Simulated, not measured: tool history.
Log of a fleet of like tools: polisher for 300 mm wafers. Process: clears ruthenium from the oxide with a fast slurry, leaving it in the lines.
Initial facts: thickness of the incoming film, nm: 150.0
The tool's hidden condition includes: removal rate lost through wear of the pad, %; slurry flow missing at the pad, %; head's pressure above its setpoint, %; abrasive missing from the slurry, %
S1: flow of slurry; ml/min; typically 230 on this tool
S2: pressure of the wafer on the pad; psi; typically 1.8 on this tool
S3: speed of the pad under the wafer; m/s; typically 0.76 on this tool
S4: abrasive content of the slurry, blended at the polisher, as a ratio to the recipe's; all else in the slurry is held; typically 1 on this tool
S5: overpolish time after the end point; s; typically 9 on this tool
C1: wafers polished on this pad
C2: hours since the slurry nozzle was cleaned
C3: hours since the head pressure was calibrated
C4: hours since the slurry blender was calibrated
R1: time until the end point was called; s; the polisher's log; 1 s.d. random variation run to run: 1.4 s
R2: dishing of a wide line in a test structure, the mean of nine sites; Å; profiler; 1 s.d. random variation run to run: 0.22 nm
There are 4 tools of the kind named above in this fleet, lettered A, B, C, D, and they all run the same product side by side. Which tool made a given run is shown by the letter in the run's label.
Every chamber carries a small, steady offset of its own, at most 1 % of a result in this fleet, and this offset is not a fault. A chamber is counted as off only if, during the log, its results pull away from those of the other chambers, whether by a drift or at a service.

run   hour   S1   S2    S3  S4  S5    C1     C2     C3     C4      R1      R2
         1  -- chamber A: worn pad replaced by a new one
       4.8  -- chamber B: worn pad replaced by a new one
 1D    6.5  230  1.8  0.76   1   9   997  449.2   71.9   51.1  89.557  128.23
 2A   10.5  230  1.8  0.76   1   9   103  118.3    609  309.5  92.309  129.08
 3C   16.7  230  1.8  0.76   1   9   596  473.2  256.9   56.7  92.676  132.09
      20.6  -- chamber C: slurry nozzle cleaned
      20.8  -- chamber C: worn pad replaced by a new one
 4B   21.4  230  1.8  0.76   1   9   181    247  341.5  260.5  89.837  133.71
 5A   25.5  230  1.8  0.76   1   9   266  133.3    624  324.5  89.057   132.5
 6C   32.4  230  1.8  0.76   1   9   126   11.9  272.6   72.4  91.184   128.9
      34.4  -- chamber B: slurry nozzle cleaned
 7D   36.3  230  1.8  0.76   1   9  1321    479  101.7   80.9  90.711  131.55
 8B   40.9  230  1.8  0.76   1   9   393    6.6    361    280  92.434  135.28
      45.4  -- chamber D: worn pad replaced by a new one
 9B     46  230  1.8  0.76   1   9   448   11.7  366.1  285.1  91.461  133.62
10A   50.6  230  1.8  0.76   1   9   539  158.4  649.1  349.6  91.374  128.17
11D     55  230  1.8  0.76   1   9   104  497.7  120.4   99.6  90.152   131.1
12C     60  230  1.2  0.64   1   9   426   39.5  300.2    100  157.27  75.194
      62.1  -- chamber A: slurry blender recalibrated
13B   65.2  230  1.2  0.64   1   9   657   30.9  385.3  304.3   164.8  73.294
      67.7  -- chamber C: worn pad replaced by a new one
14D   70.4  230  1.2  0.64   1   9   271  513.1  135.8    115  159.38   73.13
15C   75.7  230  1.2  0.64   1   9    87   55.2  315.9  115.7  158.26  77.374
      79.6  -- chamber D: slurry blender recalibrated
16A   83.7  230  1.8  0.76   1   9   898  191.5  682.2   21.6  92.153  129.96
        88  -- chamber A: worn pad replaced by a new one
17B   89.3  230  1.8  0.76   1   9   919     55  409.4  328.4  92.748  130.34
      90.7  -- chamber B: worn pad replaced by a new one
18D   93.9  230  1.8  0.76   1   9   527  536.6  159.3   14.3  88.378  132.41
19A   99.1  230  1.8  0.62   1   9   121  206.9  697.6     37  110.17  102.54
20C  105.3  230  1.8  0.62   1   9   409   84.8  345.5  145.3  108.16  106.04
21A    111  230  1.8  0.62   1   9   250  218.8  709.5   48.9  112.27  105.54
22B  118.2  230  1.8  0.62   1   9   299   83.9  438.3  357.3  112.81  110.59
23C  123.8  230  1.8  0.76   1   9   610  103.3    364  163.8  91.598  130.19
     124.9  -- chamber C: worn pad replaced by a new one
24D  130.9  230  1.8  0.76   1   9   929  573.6  196.3   51.3  91.225  136.31
25C  136.7  230  1.8  0.76   1   9   128  116.2  376.9  176.7  91.549  130.35
26D  141.3  230  1.8  0.76   1   9  1042    584  206.7   61.7  91.004  131.65
27B  145.1  230  1.8  0.98   1   5   591  110.8  465.2  384.2  70.097  97.096
     145.2  -- chamber C: head pressure recalibrated
28A  153.2  230  1.8  0.98   1   5   709    261  751.7   91.1  69.029  95.075
29D  156.8  230  1.8  0.98   1   5  1210  599.5  222.2   77.2   69.68  95.213
     162.5  -- chamber A: worn pad replaced by a new one
30B  164.3  230  1.8  0.98   1   5   800    130  484.4  403.4  72.954  93.111
31A  168.4  230  1.8  0.76   1   9    64  276.2  766.9  106.3  87.856  129.06
32C  174.9  230  1.8     1   1  14   543  154.4   29.8  214.9  69.476  265.58

Decide between three cases: one chamber stands off from its peers, the gauge reading all wafers drifts, or nothing is wrong past each chamber's small offset. Where a chamber is off, say which and what most likely put it there.

Beyond each chamber's small constant offset nothing stands out, and the gauge stays steady.
